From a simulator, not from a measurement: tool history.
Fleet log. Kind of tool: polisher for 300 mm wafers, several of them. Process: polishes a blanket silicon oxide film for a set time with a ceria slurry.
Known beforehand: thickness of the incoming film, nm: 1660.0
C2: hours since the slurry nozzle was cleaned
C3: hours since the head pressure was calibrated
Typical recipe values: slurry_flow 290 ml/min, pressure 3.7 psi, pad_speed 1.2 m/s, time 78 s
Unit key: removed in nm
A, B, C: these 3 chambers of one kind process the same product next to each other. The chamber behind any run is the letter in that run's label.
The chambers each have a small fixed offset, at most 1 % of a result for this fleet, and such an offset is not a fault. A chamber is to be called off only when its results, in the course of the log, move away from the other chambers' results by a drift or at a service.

{"run": "1A", "day": 0.675, "slurry_flow": 290, "pressure": 3.7, "pad_speed": 1.2, "time": 78, "wafers polished on this pad": 957, "C2": 346.9, "C3": 207.6, "removed": 569.32}
{"run": "2B", "day": 1.112, "slurry_flow": 290, "pressure": 3.7, "pad_speed": 1.2, "time": 78, "wafers polished on this pad": 716, "C2": 530.0, "C3": 611.2, "removed": 562.27}
{"day": 1.288, "done": "chamber A: slurry nozzle cleaned"}
{"day": 1.5, "done": "chamber C: slurry nozzle cleaned"}
{"day": 1.667, "done": "chamber A: worn pad replaced by a new one"}
{"run": "3C", "day": 1.712, "slurry_flow": 290, "pressure": 3.7, "pad_speed": 1.2, "time": 78, "wafers polished on this pad": 688, "C2": 5.1, "C3": 292.9, "removed": 562.54}
{"day": 2.133, "done": "chamber C: worn pad replaced by a new one"}
{"run": "4C", "day": 2.271, "slurry_flow": 290, "pressure": 3.7, "pad_speed": 1.2, "time": 78, "wafers polished on this pad": 44, "C2": 18.5, "C3": 306.3, "removed": 568.81}
{"run": "5A", "day": 2.717, "slurry_flow": 290, "pressure": 3.7, "pad_speed": 1.2, "time": 78, "wafers polished on this pad": 335, "C2": 34.4, "C3": 256.6, "removed": 564.31}
{"day": 3.179, "done": "chamber B: worn pad replaced by a new one"}
{"run": "6B", "day": 3.392, "slurry_flow": 290, "pressure": 3.7, "pad_speed": 1.2, "time": 78, "wafers polished on this pad": 68, "C2": 584.7, "C3": 665.9, "removed": 551.71}
{"run": "7B", "day": 3.983, "slurry_flow": 290, "pressure": 3.7, "pad_speed": 1.2, "time": 78, "wafers polished on this pad": 257, "C2": 598.9, "C3": 680.1, "removed": 563.23}
{"run": "8C", "day": 4.296, "slurry_flow": 290, "pressure": 3.7, "pad_speed": 1.2, "time": 78, "wafers polished on this pad": 688, "C2": 67.1, "C3": 354.9, "removed": 563.82}
{"day": 4.358, "done": "chamber C: worn pad replaced by a new one"}
{"day": 4.583, "done": "chamber B: slurry nozzle cleaned"}
{"run": "9A", "day": 4.712, "slurry_flow": 290, "pressure": 3.7, "pad_speed": 1.2, "time": 78, "wafers polished on this pad": 970, "C2": 82.3, "C3": 304.5, "removed": 567.51}
{"day": 4.992, "done": "chamber A: worn pad replaced by a new one"}
{"run": "10A", "day": 5.071, "slurry_flow": 290, "pressure": 3.7, "pad_speed": 1.2, "time": 78, "wafers polished on this pad": 25, "C2": 90.9, "C3": 313.1, "removed": 564.04}
{"day": 5.479, "done": "chamber B: head pressure recalibrated"}
{"run": "11B", "day": 5.667, "slurry_flow": 290, "pressure": 3.7, "pad_speed": 1.2, "time": 78, "wafers polished on this pad": 792, "C2": 26.1, "C3": 4.6, "removed": 639.07}
{"run": "12C", "day": 6.312, "slurry_flow": 290, "pressure": 3.7, "pad_speed": 1.2, "time": 78, "wafers polished on this pad": 623, "C2": 115.5, "C3": 403.3, "removed": 567.21}
{"day": 6.854, "done": "chamber C: worn pad replaced by a new one"}
{"run": "13A", "day": 6.917, "slurry_flow": 290, "pressure": 3.7, "pad_speed": 1.2, "time": 78, "wafers polished on this pad": 613, "C2": 135.2, "C3": 357.4, "removed": 559.99}
{"day": 7.229, "done": "chamber B: worn pad replaced by a new one"}
{"run": "14C", "day": 7.333, "slurry_flow": 290, "pressure": 3.7, "pad_speed": 1.2, "time": 78, "wafers polished on this pad": 153, "C2": 140.0, "C3": 427.8, "removed": 567.7}
{"run": "15B", "day": 7.654, "slurry_flow": 290, "pressure": 3.7, "pad_speed": 1.2, "time": 78, "wafers polished on this pad": 135, "C2": 73.8, "C3": 52.3, "removed": 628.11}
{"run": "16C", "day": 7.988, "slurry_flow": 290, "pressure": 3.7, "pad_speed": 1.2, "time": 78, "wafers polished on this pad": 361, "C2": 155.7, "C3": 443.5, "removed": 558.38}
{"run": "17A", "day": 8.462, "slurry_flow": 290, "pressure": 3.7, "pad_speed": 1.2, "time": 78, "wafers polished on this pad": 1105, "C2": 172.3, "C3": 394.5, "removed": 572.96}
{"run": "18B", "day": 9.096, "slurry_flow": 290, "pressure": 3.7, "pad_speed": 1.2, "time": 78, "wafers polished on this pad": 594, "C2": 108.4, "C3": 86.9, "removed": 631.95}
{"day": 9.154, "done": "chamber A: worn pad replaced by a new one"}
{"day": 9.171, "done": "chamber C: worn pad replaced by a new one"}
{"run": "19C", "day": 9.554, "slurry_flow": 290, "pressure": 3.7, "pad_speed": 1.2, "time": 78, "wafers polished on this pad": 122, "C2": 193.3, "C3": 481.1, "removed": 577.27}
{"run": "20A", "day": 9.958, "slurry_flow": 290, "pressure": 3.7, "pad_speed": 1.2, "time": 78, "wafers polished on this pad": 256, "C2": 208.2, "C3": 430.4, "removed": 566.95}
{"day": 10.475, "done": "chamber B: worn pad replaced by a new one"}
{"run": "21B", "day": 10.592, "slurry_flow": 290, "pressure": 3.7, "pad_speed": 1.2, "time": 78, "wafers polished on this pad": 38, "C2": 144.3, "C3": 122.8, "removed": 636.43}
{"run": "22C", "day": 11.046, "slurry_flow": 290, "pressure": 3.7, "pad_speed": 1.2, "time": 78, "wafers polished on this pad": 596, "C2": 229.1, "C3": 516.9, "removed": 567.3}
{"run": "23B", "day": 11.392, "slurry_flow": 290, "pressure": 3.7, "pad_speed": 1.2, "time": 78, "wafers polished on this pad": 292, "C2": 163.5, "C3": 142.0, "removed": 640.69}

Which is it: a chamber that has drifted or been left off by a service, a gauge drift common to all chambers, or only each chamber's usual small offset? If a chamber is off, name it and its likeliest cause.

After it was serviced, chamber B no longer matches the other chambers.
What lies behind it: head's pressure above its setpoint, % = 11.1.

Which of the 4 candidates below, each the usual settings with something changed and its results left as question marks, puts chamber B back in line with what the other chambers give on the usual settings?
Maximum distance from the other chambers' mean on the usual settings for a result to count as in line: removed 22.00 nm
{"run": "24B-1", "day": 11.883, "slurry_flow": 290, "pressure": 3.9, "pad_speed": 1.2, "time": 82, "removed": "?"}
{"run": "24B-2", "day": 11.883, "slurry_flow": 290, "pressure": 3.6, "pad_speed": 1.16, "time": 75, "removed": "?"}
{"run": "24B-3", "day": 11.883, "slurry_flow": 295, "pressure": 4.4, "pad_speed": 1.2, "time": 78, "removed": "?"}
{"run": "24B-4", "day": 11.883, "slurry_flow": 290, "pressure": 3.7, "pad_speed": 1.2, "time": 64, "removed": "?"}

The mean the other chambers reach with the usual settings: removed 564.21 nm
run=24B-1 removed=696.79
run=24B-2 removed=568.25
run=24B-3 removed=750.16
run=24B-4 removed=515.56
The right change is 24B-2: it brings the chamber back within the allowed miss of the others.
